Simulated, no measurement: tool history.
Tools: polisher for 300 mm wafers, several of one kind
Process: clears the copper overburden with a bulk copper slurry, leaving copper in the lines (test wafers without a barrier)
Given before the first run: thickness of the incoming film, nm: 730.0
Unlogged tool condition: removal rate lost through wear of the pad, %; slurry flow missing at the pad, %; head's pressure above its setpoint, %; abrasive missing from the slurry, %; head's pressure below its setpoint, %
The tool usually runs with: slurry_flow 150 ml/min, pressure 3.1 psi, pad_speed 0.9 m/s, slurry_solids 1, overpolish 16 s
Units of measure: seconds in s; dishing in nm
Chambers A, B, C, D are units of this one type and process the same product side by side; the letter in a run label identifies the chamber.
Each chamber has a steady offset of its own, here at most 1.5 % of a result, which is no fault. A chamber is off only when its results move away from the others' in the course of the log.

run	hour	slurry_flow	pressure	pad_speed	slurry_solids	overpolish	wafers polished on this pad	hours since the slurry nozzle was cleaned	hours since the head pressure was calibrated	hours since the slurry blender was calibrated	seconds	dishing
1A	5.9	150	3.1	0.9	1	16	466	104.5	748.3	147.5	78.273	86.087
2D	12	150	3.1	0.9	1	16	342	360.9	608.2	18.5	77.19	84.671
3B	17.3	150	3.1	0.9	1	16	899	233.9	224.3	119.2	78.935	86.396
4C	22	150	3.1	0.9	1	16	1127	758	100.6	178.4	77.044	84.995
5A	27.8	150	3.1	0.9	1	16	591	126.4	770.2	169.4	77.145	85.989
6D	31.4	150	3.1	0.9	1	16	453	380.3	627.6	37.9	77.808	87.407
# hour 33.5: chamber D: worn pad replaced by a new one
7C	34.2	150	3.1	0.9	1	16	1197	770.2	112.8	190.6	76.057	85.579
# hour 34.3: chamber A: worn pad replaced by a new one
# hour 35.5: chamber A: slurry blender recalibrated
8B	37.4	150	3.1	0.9	1	16	1013	254	244.4	139.3	76.812	84.922
9B	40.3	150	3.1	0.9	1	16	1029	256.9	247.3	142.2	77.89	86.434
# hour 40.8: chamber C: worn pad replaced by a new one
10C	45.3	150	3.1	0.9	1	16	25	781.3	123.9	201.7	78.822	86.144
# hour 48.2: chamber C: slurry nozzle cleaned
11A	48.4	150	3.1	0.9	1	16	80	147	790.8	13	77.188	83.567
12D	51.6	150	3.1	0.9	1	16	103	400.5	647.8	58.1	77.2	84.598
13B	54.8	150	3.1	0.9	1	16	1112	271.4	261.8	156.7	77.099	86.343
# hour 56.9: chamber B: worn pad replaced by a new one
14A	59	150	3.1	0.9	1	16	140	157.6	801.4	23.6	79.061	82.946
15C	61.7	110	3.1	0.9	1	16	119	13.6	140.3	218.1	81.135	82.022
16D	65.9	110	3.1	0.9	1	16	184	414.8	662.1	72.4	82.122	80.34
17A	68.8	110	3.1	0.9	1	16	196	167.4	811.2	33.4	83.361	78.278
18B	73.7	110	3.1	0.9	1	16	96	290.3	280.7	175.6	81.844	80.56
19D	79.5	150	3.1	0.9	1	16	261	428.4	675.7	86	75.734	84.11
20C	82.7	150	3.1	0.9	1	16	238	34.6	161.3	239.1	80.489	82.055
21C	86.8	150	3.1	0.9	1	16	262	38.7	165.4	243.2	76.595	85.214
22B	92.2	150	3.1	0.9	1	16	201	308.8	299.2	194.1	77.226	85.539
23D	97.8	150	3.1	0.9	1	16	366	446.7	694	104.3	79.119	87.694
24A	102.9	150	3.1	0.9	1	16	390	201.5	845.3	67.5	83.321	81.293
25A	108.6	150	3.1	0.9	1	16	423	207.2	851	73.2	83.025	80.166
26B	114.4	150	3.1	0.9	1	16	327	331	321.4	216.3	79.103	84.822
# hour 120.1: chamber D: worn pad replaced by a new one
27C	120.1	150	3.1	0.9	1	16	451	72	198.7	276.5	77.4	85.004
28D	125.2	110	3.1	0.9	1	16	29	474.1	721.4	131.7	84.503	81.186

Has any chamber moved away from the others, gradually or after a service, or does the common gauge drift, or do the chambers differ only by their own small steady offsets? State the chamber and the most likely cause if one applies.

Little by little, chamber A moves away from the other chambers.
Cause: slurry flow missing at the pad, % = 37.3.
The log may not tell that from: head's pressure below its setpoint, %.

Below are 4 candidate recipes for chamber A's next run, each the usual settings with a change, their results shown as question marks. Which of them brings A's results back in line with what the other chambers give on the usual settings?
A result is in line if it is within this distance of the other chambers' mean on the usual settings: seconds 4.2 s; dishing 4.9 nm
29A-1	129.7	150	3	0.86	1	16					?	?
29A-2	129.7	155	3.4	0.98	1	16					?	?
29A-3	129.7	150	3.2	0.94	1	16					?	?
29A-4	129.7	145	2.8	0.82	1	17					?	?

Other chambers, usual settings, mean: seconds 78.114 s; dishing 85.141 nm
run	seconds	dishing
29A-1	92.03	74.717
29A-2	70.749	90.935
29A-3	79.027	83.786
29A-4	104.33	70.775
The right change is 29A-3: it brings the chamber back within the allowed miss of the others.

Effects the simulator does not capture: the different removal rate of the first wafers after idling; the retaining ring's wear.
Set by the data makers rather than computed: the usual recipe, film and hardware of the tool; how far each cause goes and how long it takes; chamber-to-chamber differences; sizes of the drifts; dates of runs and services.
